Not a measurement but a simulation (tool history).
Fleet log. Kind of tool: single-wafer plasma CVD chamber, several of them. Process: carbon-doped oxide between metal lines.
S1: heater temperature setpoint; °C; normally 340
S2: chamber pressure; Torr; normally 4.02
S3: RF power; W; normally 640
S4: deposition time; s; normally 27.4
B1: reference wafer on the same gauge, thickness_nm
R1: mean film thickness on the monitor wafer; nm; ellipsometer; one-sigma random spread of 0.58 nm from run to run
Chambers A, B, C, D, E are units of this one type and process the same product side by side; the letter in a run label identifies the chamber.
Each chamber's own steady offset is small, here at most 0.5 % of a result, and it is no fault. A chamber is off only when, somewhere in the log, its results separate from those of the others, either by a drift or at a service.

run	hour	S1	S2	S3	S4	B1	R1
1E	12	340	4.02	640	27.4	188.01	162.47
2A	22	340	4.02	640	27.4	188.04	162.69
3D	27.8	340	4.02	640	27.4	187.94	163.95
# hour 30: chamber B: RF generator calibrated
4B	36.9	340	4.02	640	27.4	188.01	162.97
5C	43.6	340	4.02	640	27.4	187.92	163.11
6E	54.5	340	4.02	640	27.4	187.97	163.37
7A	65.1	340	3.65	640	27.4	187.97	160.75
# hour 69.7: chamber D: RF generator calibrated
8C	76.9	340	3.65	640	27.4	188.1	162.1
9D	90.3	340	3.65	640	27.4	188.07	162.41
10B	99.1	340	3.65	640	27.4	188.07	160.82
11E	112	340	3.65	640	27.4	187.95	161.09
12D	118.3	340	4.02	640	27.4	187.98	163.71
13A	131.6	340	4.02	715	27.4	188.02	174.12
14C	141.9	340	4.02	715	27.4	187.86	175.47
15B	151.7	340	4.02	715	27.4	188	174.94
16D	159.7	340	4.02	715	27.4	188.09	175.53
17A	172.5	340	4.02	715	27.4	188.12	174.53
18B	180.4	340	4.02	640	27.4	188.01	162.51
19C	189.9	340	4.02	755	27.4	188.13	180.96
20E	200.1	340	4.02	755	27.4	187.96	180.34
21A	207.8	340	4.02	755	27.4	187.82	179.58
22C	214.1	340	4.02	755	27.4	187.96	180.92
23E	227.6	340	4.02	755	27.4	187.86	180.6
24B	239.7	340	4.02	640	27.4	188.06	164.13
25D	251.6	340	4.02	545	27.4	188	148.37
26B	260.9	340	4.02	545	27.4	188.1	147.91
27C	274.2	340	4.02	545	27.4	187.98	148.06
28D	286.4	340	4.02	545	27.4	187.93	148.53
29A	294.2	340	4.02	545	27.4	188.24	148.06
30E	302.3	340	4.02	640	27.4	188.07	162.59
31A	314	330	4.5	640	27.4	188.11	170.59
32E	327.3	330	4.5	640	27.4	187.88	171.92
33B	335.4	330	4.5	640	27.4	187.93	170.41
34C	347	330	4.5	640	27.4	187.82	172.01
35D	359.4	330	4.5	640	27.4	188.08	171.74
36A	372.9	340	4.02	640	27.4	187.92	162.79
37B	381.5	340	4.02	640	27.4	188.07	162.99
# hour 388.6: chamber C: RF generator calibrated
38C	394.4	340	4.02	640	27.4	187.99	165.2
39E	404.9	340	4.02	640	27.4	187.99	163.55

Read the log: is a single chamber off, either drifting away or since a service, is the gauge that measures every chamber drifting, or is nothing wrong beyond small per-chamber offsets? Name any odd chamber and what most likely caused it.

No chamber stands off beyond its own small offset, and the gauge holds steady.
